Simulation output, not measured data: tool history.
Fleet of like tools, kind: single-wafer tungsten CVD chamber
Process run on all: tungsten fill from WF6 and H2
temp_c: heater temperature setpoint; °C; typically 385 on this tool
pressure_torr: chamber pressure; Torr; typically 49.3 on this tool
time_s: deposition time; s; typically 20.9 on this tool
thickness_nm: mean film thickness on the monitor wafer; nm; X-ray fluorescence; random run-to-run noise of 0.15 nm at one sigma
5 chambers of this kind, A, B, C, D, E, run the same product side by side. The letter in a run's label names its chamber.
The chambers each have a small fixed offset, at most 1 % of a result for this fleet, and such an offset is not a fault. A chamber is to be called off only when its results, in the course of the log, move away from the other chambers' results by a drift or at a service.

run   hour  temp_c  pressure_torr  time_s  read-back reference wafer on the same gauge, thickness_nm  thickness_nm
 1D    6.8     385           49.3    20.9                                                     62.111        57.287
 2E   13.1     385           49.3    20.9                                                     62.099        57.143
 3A   17.6     385           49.3    20.9                                                     62.082        57.118
      23.9  -- chamber C: thermocouple changed; heater temperature recalibrated
 4C     24     385           49.3    20.9                                                       62.1        57.829
 5B   29.7     385           49.3    20.9                                                     62.063        57.174
 6D   33.3     385           49.3    20.9                                                     62.137        57.083
 7E   39.8     385           49.3    20.9                                                     62.128        56.992
 8A   44.4     385           49.3    20.9                                                     62.113        57.215
 9B   49.6     385           49.3    20.9                                                     62.119        56.637
10C   53.8     385           49.3    20.9                                                     62.077        57.608
11D   58.6     385           49.3    20.9                                                     62.076        57.252
12C   65.9     385           49.3    20.9                                                     62.083        57.621
13B     71     385           49.3    20.9                                                     62.096        56.791
14E   77.1     385           49.3    20.9                                                     62.069        57.066
15A   83.9     385           49.3    20.9                                                     62.081        57.037
16A   90.1     385           49.3    20.9                                                     62.086        57.258
17E   95.3     385           49.3    20.9                                                     62.118        57.076
18D  102.2     385           49.3    20.9                                                     62.124        57.162
19B  107.4     385           49.3    20.9                                                     62.059         57.12
20C  112.8     385           49.3    20.9                                                     62.087        57.754
21E  117.2     385           49.3    20.9                                                     62.095        57.058
22B  124.5     385           49.3    20.9                                                     62.136        56.923
23C  130.7     385           49.3    20.9                                                     62.125        57.512
24A  134.8     385           49.3    20.9                                                     62.128        57.256
25D  138.8     385           49.3    20.9                                                     62.122        56.863
26B  146.1     376           40.5    20.9                                                     62.097         43.56
27A    151     376           40.5    20.9                                                     62.148        43.693
28D  154.3     376           40.5    20.9                                                     62.101        43.066
29C    161     376           40.5    20.9                                                     62.127        44.221
30E  164.2     376           40.5    20.9                                                     62.104        43.382
31C  167.9     385           49.3    20.9                                                     62.094        57.835
32B  173.9     385           49.3    20.9                                                     62.135        56.869
33D  179.3     385           49.3    20.9                                                      62.11         56.33
34E  183.2     385           49.3    20.9                                                     62.118        57.047
35A  188.5     385           49.3    20.9                                                      62.06        56.905
36A    195     385           49.3    20.9                                                     62.082        56.925
37C  201.4     385           49.3    24.4                                                     62.073        67.399
38D  208.6     385           49.3    24.4                                                     62.123         65.49
39B  213.3     385           49.3    24.4                                                     62.125        66.537
40E  218.1     385           49.3    24.4                                                     62.116          66.9
41B  225.1     385           49.3    24.4                                                      62.08        66.598

Does one chamber stand apart from the rest, does the shared gauge drift, or is all well apart from small per-chamber offsets? Give the chamber and the most likely cause, where there is one.

One chamber, D, drifts off from the rest bit by bit.
What lies behind it: wafer temperature below the value expected at the setpoint (K) = 1.17.
It could be hard to tell apart here from: true pressure below the setpoint (%).

Which of the 4 candidates below, each the usual settings with something changed and its results left as question marks, puts chamber D back in line with what the other chambers give on the usual settings?
Maximum distance from the other chambers' mean on the usual settings for a result to count as in line: thickness_nm 0.53 nm
42D-1  230.5     385           49.3    20.8                                                                        ?
42D-2  230.5     386           49.3      21                                                                        ?
42D-3  230.5     384             49    20.9                                                                        ?
42D-4  230.5     385             50    20.9                                                                        ?

The mean the other chambers reach with the usual settings: thickness_nm 57.248 nm
  run  thickness_nm
42D-1         55.61
42D-2        57.283
42D-3        54.613
42D-4        56.243
Change 42D-2 lands the chamber within the allowed miss of the other chambers.
